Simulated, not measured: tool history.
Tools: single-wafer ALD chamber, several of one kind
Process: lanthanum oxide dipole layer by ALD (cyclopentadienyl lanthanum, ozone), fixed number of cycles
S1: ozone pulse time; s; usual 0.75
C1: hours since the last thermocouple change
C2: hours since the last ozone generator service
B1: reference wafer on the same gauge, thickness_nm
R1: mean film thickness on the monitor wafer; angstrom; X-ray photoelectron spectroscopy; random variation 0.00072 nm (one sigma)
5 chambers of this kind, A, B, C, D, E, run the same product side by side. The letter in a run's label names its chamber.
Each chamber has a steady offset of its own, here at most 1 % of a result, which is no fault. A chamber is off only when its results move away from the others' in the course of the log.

run	hour	S1	C1	C2	B1	R1
1A	7.8	0.75	1830.2	251.8	0.413	4.5
2E	17.9	0.75	983.6	1033.1	0.41302	4.4521
3D	27.5	0.75	64.5	478.2	0.41341	4.5001
4C	33.4	0.75	1305.7	880.4	0.41305	4.4564
5B	42.1	0.75	1764.4	604.6	0.4134	4.5221
6A	51.7	0.75	1874.1	295.7	0.41346	4.4799
7D	57.6	0.75	94.6	508.3	0.41362	4.5082
8B	66.9	1.03	1789.2	629.4	0.41368	5.0716
9E	77.6	1.03	1043.3	1092.8	0.41371	4.9974
10C	84.4	1.03	1356.7	931.4	0.41388	5.0353
# hour 85.7: chamber A: thermocouple changed; heater temperature recalibrated
11A	91	1.03	5.4	335	0.41376	5.0459
12E	101.4	1.03	1067.1	1116.6	0.41398	5.0083
13B	107.3	0.46	1829.6	669.8	0.41407	3.5025
14D	113.5	0.46	150.5	564.2	0.41404	3.5148
15C	121.2	0.46	1393.5	968.2	0.41418	3.4448
16A	128.3	0.46	42.7	372.3	0.41436	3.4981
# hour 129.3: chamber E: thermocouple changed; heater temperature recalibrated
17C	133.8	0.46	1406.1	980.8	0.41449	3.4423
18D	143.2	0.75	180.2	593.9	0.41455	4.5174
19E	149.8	0.75	20.6	1165	0.41448	4.4637
# hour 155.6: chamber C: ozone generator serviced
20B	161	0.75	1883.3	723.5	0.41465	4.5298
21D	167.8	1.02	204.8	618.5	0.41457	5.0379
22C	173.4	1.02	1445.7	17.8	0.41473	5.0389
23E	184.6	1.02	55.4	1199.8	0.41479	4.9967
24A	191.2	1.02	105.6	435.2	0.41483	5.0414
25B	199.4	1.02	1921.7	761.9	0.41497	5.0746
26C	210.1	0.75	1482.4	54.5	0.41499	4.5024
# hour 215.5: chamber D: ozone generator serviced
27D	221.3	0.75	258.3	5.9	0.41534	4.525
28A	226.5	0.75	140.9	470.5	0.4153	4.5053
29B	231.6	0.75	1953.9	794.1	0.41537	4.5417
30E	242.5	0.75	113.3	1257.7	0.4154	4.4595
31E	251.5	0.75	122.3	1266.7	0.41569	4.4694
32A	257.5	0.75	171.9	501.5	0.41557	4.5102
33B	263.6	0.75	1985.9	826.1	0.41561	4.5293

Next, every chamber runs the same settings. What will each give?
34A	271.6	0.89				?
34B	271.6	0.89				?
34C	271.6	0.89				?
34D	271.6	0.89				?
34E	271.6	0.89				?

run	R1
34A	4.8407
34B	4.8676
34C	4.8183
34D	4.8424
34E	4.7935
